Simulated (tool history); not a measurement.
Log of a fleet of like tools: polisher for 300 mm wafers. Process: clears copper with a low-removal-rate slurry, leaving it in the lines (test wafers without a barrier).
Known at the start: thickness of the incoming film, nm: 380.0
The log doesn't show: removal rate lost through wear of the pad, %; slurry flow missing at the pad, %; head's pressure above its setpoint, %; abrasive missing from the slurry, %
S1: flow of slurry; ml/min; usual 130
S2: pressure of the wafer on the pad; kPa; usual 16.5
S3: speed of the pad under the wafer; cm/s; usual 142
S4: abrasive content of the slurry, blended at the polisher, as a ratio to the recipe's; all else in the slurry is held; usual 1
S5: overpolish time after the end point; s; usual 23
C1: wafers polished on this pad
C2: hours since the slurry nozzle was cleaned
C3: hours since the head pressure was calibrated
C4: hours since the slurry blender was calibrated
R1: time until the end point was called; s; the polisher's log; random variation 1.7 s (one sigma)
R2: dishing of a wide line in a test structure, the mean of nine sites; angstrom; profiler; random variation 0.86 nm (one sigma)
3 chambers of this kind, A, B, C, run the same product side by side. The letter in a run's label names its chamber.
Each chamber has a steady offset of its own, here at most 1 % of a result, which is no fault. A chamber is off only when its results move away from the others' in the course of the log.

{"run": "1B", "hour": 11.8, "S1": 130, "S2": 16.5, "S3": 142, "S4": 1, "S5": 23, "C1": 266, "C2": 14.8, "C3": 197.5, "C4": 48.5, "R1": 103.43, "R2": 529.07}
{"hour": 13.8, "done": "chamber C: head pressure recalibrated"}
{"hour": 21.6, "done": "chamber A: worn pad replaced by a new one"}
{"run": "2C", "hour": 23.0, "S1": 130, "S2": 16.5, "S3": 142, "S4": 1, "S5": 23, "C1": 350, "C2": 225.2, "C3": 9.3, "C4": 74.3, "R1": 105.03, "R2": 535.2}
{"hour": 30.4, "done": "chamber A: slurry blender recalibrated"}
{"run": "3A", "hour": 32.7, "S1": 130, "S2": 16.5, "S3": 142, "S4": 1, "S5": 23, "C1": 102, "C2": 193.3, "C3": 60.4, "C4": 2.4, "R1": 107.24, "R2": 530.74}
{"run": "4B", "hour": 42.5, "S1": 130, "S2": 16.5, "S3": 142, "S4": 1, "S5": 23, "C1": 547, "C2": 45.5, "C3": 228.2, "C4": 79.2, "R1": 108.29, "R2": 529.87}
{"run": "5C", "hour": 55.8, "S1": 130, "S2": 16.5, "S3": 142, "S4": 1, "S5": 23, "C1": 651, "C2": 258.0, "C3": 42.1, "C4": 107.1, "R1": 103.34, "R2": 530.22}
{"run": "6A", "hour": 63.0, "S1": 130, "S2": 16.5, "S3": 142, "S4": 1, "S5": 23, "C1": 380, "C2": 223.6, "C3": 90.7, "C4": 32.7, "R1": 106.99, "R2": 531.57}
{"run": "7C", "hour": 75.3, "S1": 130, "S2": 16.5, "S3": 142, "S4": 1, "S5": 23, "C1": 830, "C2": 277.5, "C3": 61.6, "C4": 126.6, "R1": 104.17, "R2": 534.05}
{"run": "8A", "hour": 89.0, "S1": 130, "S2": 13.8, "S3": 142, "S4": 1, "S5": 28, "C1": 618, "C2": 249.6, "C3": 116.7, "C4": 58.7, "R1": 122.03, "R2": 523.42}
{"hour": 89.4, "done": "chamber C: worn pad replaced by a new one"}
{"run": "9B", "hour": 96.6, "S1": 130, "S2": 13.8, "S3": 142, "S4": 1, "S5": 28, "C1": 1043, "C2": 99.6, "C3": 282.3, "C4": 133.3, "R1": 123.87, "R2": 520.64}
{"hour": 99.4, "done": "chamber A: worn pad replaced by a new one"}
{"hour": 106.9, "done": "chamber B: worn pad replaced by a new one"}
{"hour": 107.7, "done": "chamber C: slurry nozzle cleaned"}
{"run": "10B", "hour": 111.0, "S1": 130, "S2": 13.8, "S3": 142, "S4": 1, "S5": 28, "C1": 38, "C2": 114.0, "C3": 296.7, "C4": 147.7, "R1": 124.88, "R2": 520.18}
{"run": "11C", "hour": 125.4, "S1": 130, "S2": 16.5, "S3": 142, "S4": 1, "S5": 23, "C1": 330, "C2": 17.8, "C3": 111.7, "C4": 176.7, "R1": 103.58, "R2": 531.91}
{"run": "12A", "hour": 138.8, "S1": 130, "S2": 16.5, "S3": 142, "S4": 1, "S5": 23, "C1": 361, "C2": 299.4, "C3": 166.5, "C4": 108.5, "R1": 102.45, "R2": 532.8}
{"run": "13C", "hour": 146.1, "S1": 130, "S2": 16.5, "S3": 142, "S4": 1, "S5": 23, "C1": 519, "C2": 38.5, "C3": 132.4, "C4": 197.4, "R1": 106.95, "R2": 546.17}
{"run": "14A", "hour": 160.3, "S1": 130, "S2": 16.5, "S3": 142, "S4": 1, "S5": 23, "C1": 558, "C2": 320.9, "C3": 188.0, "C4": 130.0, "R1": 100.84, "R2": 535.03}
{"run": "15B", "hour": 167.7, "S1": 130, "S2": 16.5, "S3": 142, "S4": 1, "S5": 23, "C1": 557, "C2": 170.7, "C3": 353.4, "C4": 204.4, "R1": 105.6, "R2": 530.76}
{"run": "16A", "hour": 178.1, "S1": 130, "S2": 16.5, "S3": 142, "S4": 1, "S5": 23, "C1": 722, "C2": 338.7, "C3": 205.8, "C4": 147.8, "R1": 106.78, "R2": 524.56}
{"hour": 183.3, "done": "chamber A: worn pad replaced by a new one"}
{"hour": 188.7, "done": "chamber A: slurry blender recalibrated"}
{"hour": 191.6, "done": "chamber C: worn pad replaced by a new one"}
{"run": "17C", "hour": 191.6, "S1": 130, "S2": 16.5, "S3": 142, "S4": 1, "S5": 23, "C1": 0, "C2": 84.0, "C3": 177.9, "C4": 242.9, "R1": 105.62, "R2": 536.1}
{"run": "18B", "hour": 204.7, "S1": 130, "S2": 16.5, "S3": 142, "S4": 1, "S5": 23, "C1": 897, "C2": 207.7, "C3": 390.4, "C4": 241.4, "R1": 104.88, "R2": 534.53}
{"run": "19B", "hour": 214.5, "S1": 130, "S2": 16.5, "S3": 142, "S4": 1, "S5": 23, "C1": 986, "C2": 217.5, "C3": 400.2, "C4": 251.2, "R1": 102.9, "R2": 524.03}
{"hour": 215.5, "done": "chamber B: slurry blender recalibrated"}
{"hour": 219.2, "done": "chamber B: worn pad replaced by a new one"}
{"run": "20A", "hour": 223.7, "S1": 130, "S2": 16.5, "S3": 142, "S4": 1, "S5": 23, "C1": 370, "C2": 384.3, "C3": 251.4, "C4": 35.0, "R1": 105.9, "R2": 521.04}
{"run": "21C", "hour": 238.4, "S1": 130, "S2": 16.5, "S3": 142, "S4": 1, "S5": 23, "C1": 429, "C2": 130.8, "C3": 224.7, "C4": 289.7, "R1": 103.84, "R2": 534.5}
{"run": "22B", "hour": 247.2, "S1": 130, "S2": 16.5, "S3": 142, "S4": 1, "S5": 23, "C1": 256, "C2": 250.2, "C3": 432.9, "C4": 31.8, "R1": 108.22, "R2": 524.03}
{"hour": 249.5, "done": "chamber C: slurry blender recalibrated"}
{"hour": 255.6, "done": "chamber A: worn pad replaced by a new one"}
{"run": "23A", "hour": 261.8, "S1": 130, "S2": 16.5, "S3": 142, "S4": 1, "S5": 23, "C1": 57, "C2": 422.4, "C3": 289.5, "C4": 73.1, "R1": 105.3, "R2": 548.36}
{"run": "24C", "hour": 270.7, "S1": 130, "S2": 16.5, "S3": 142, "S4": 1, "S5": 23, "C1": 725, "C2": 163.1, "C3": 257.0, "C4": 21.2, "R1": 103.18, "R2": 540.42}
{"run": "25B", "hour": 283.6, "S1": 130, "S2": 16.5, "S3": 142, "S4": 1, "S5": 23, "C1": 590, "C2": 286.6, "C3": 469.3, "C4": 68.2, "R1": 103.71, "R2": 535.99}
{"hour": 286.6, "done": "chamber B: slurry nozzle cleaned"}
{"run": "26C", "hour": 295.9, "S1": 130, "S2": 16.5, "S3": 142, "S4": 1, "S5": 23, "C1": 956, "C2": 188.3, "C3": 282.2, "C4": 46.4, "R1": 105.21, "R2": 547.83}
{"hour": 301.7, "done": "chamber B: head pressure recalibrated"}
{"hour": 303.1, "done": "chamber C: worn pad replaced by a new one"}
{"run": "27A", "hour": 308.2, "S1": 130, "S2": 19.3, "S3": 178, "S4": 1, "S5": 23, "C1": 482, "C2": 468.8, "C3": 335.9, "C4": 119.5, "R1": 71.067, "R2": 711.7}
{"run": "28C", "hour": 315.2, "S1": 130, "S2": 19.3, "S3": 178, "S4": 1, "S5": 23, "C1": 111, "C2": 207.6, "C3": 301.5, "C4": 65.7, "R1": 68.954, "R2": 743.16}
{"hour": 328.8, "done": "chamber A: slurry nozzle cleaned"}
{"run": "29A", "hour": 330.9, "S1": 130, "S2": 19.3, "S3": 178, "S4": 1, "S5": 23, "C1": 690, "C2": 2.2, "C3": 358.6, "C4": 142.2, "R1": 70.866, "R2": 718.53}
{"hour": 339.0, "done": "chamber A: slurry blender recalibrated"}
{"hour": 341.6, "done": "chamber A: worn pad replaced by a new one"}
{"run": "30B", "hour": 345.6, "S1": 130, "S2": 16.5, "S3": 142, "S4": 1, "S5": 23, "C1": 1158, "C2": 59.0, "C3": 43.9, "C4": 130.2, "R1": 105.08, "R2": 529.1}
{"run": "31A", "hour": 354.2, "S1": 130, "S2": 16.5, "S3": 142, "S4": 1, "S5": 23, "C1": 115, "C2": 25.5, "C3": 381.9, "C4": 15.2, "R1": 100.58, "R2": 536.57}
{"hour": 359.0, "done": "chamber B: worn pad replaced by a new one"}
{"hour": 361.9, "done": "chamber A: head pressure recalibrated"}
{"run": "32B", "hour": 369.6, "S1": 110, "S2": 16.5, "S3": 126, "S4": 1, "S5": 23, "C1": 97, "C2": 83.0, "C3": 67.9, "C4": 154.2, "R1": 123.3, "R2": 466.32}
{"run": "33C", "hour": 381.5, "S1": 110, "S2": 16.5, "S3": 126, "S4": 1, "S5": 23, "C1": 719, "C2": 273.9, "C3": 367.8, "C4": 132.0, "R1": 121.46, "R2": 475.21}
{"hour": 390.7, "done": "chamber C: worn pad replaced by a new one"}
{"run": "34B", "hour": 391.2, "S1": 110, "S2": 16.5, "S3": 126, "S4": 1, "S5": 23, "C1": 295, "C2": 104.6, "C3": 89.5, "C4": 175.8, "R1": 122.54, "R2": 474.09}
{"run": "35A", "hour": 402.0, "S1": 130, "S2": 16.5, "S3": 142, "S4": 1, "S5": 23, "C1": 553, "C2": 73.3, "C3": 40.1, "C4": 63.0, "R1": 105.26, "R2": 523.95}
{"hour": 410.5, "done": "chamber C: slurry nozzle cleaned"}
{"run": "36C", "hour": 417.7, "S1": 130, "S2": 16.5, "S3": 142, "S4": 1, "S5": 23, "C1": 247, "C2": 7.3, "C3": 404.0, "C4": 168.2, "R1": 104.29, "R2": 528.6}

Next, every chamber runs the same settings. What will each give?
{"run": "37A", "hour": 429.0, "S1": 175, "S2": 16.5, "S3": 142, "S4": 1, "S5": 23, "R1": "?", "R2": "?"}
{"run": "37B", "hour": 429.0, "S1": 175, "S2": 16.5, "S3": 142, "S4": 1, "S5": 23, "R1": "?", "R2": "?"}
{"run": "37C", "hour": 429.0, "S1": 175, "S2": 16.5, "S3": 142, "S4": 1, "S5": 23, "R1": "?", "R2": "?"}

run=37A R1=98.837 R2=544.56
run=37B R1=101.360 R2=542.93
run=37C R1=102.110 R2=548.17

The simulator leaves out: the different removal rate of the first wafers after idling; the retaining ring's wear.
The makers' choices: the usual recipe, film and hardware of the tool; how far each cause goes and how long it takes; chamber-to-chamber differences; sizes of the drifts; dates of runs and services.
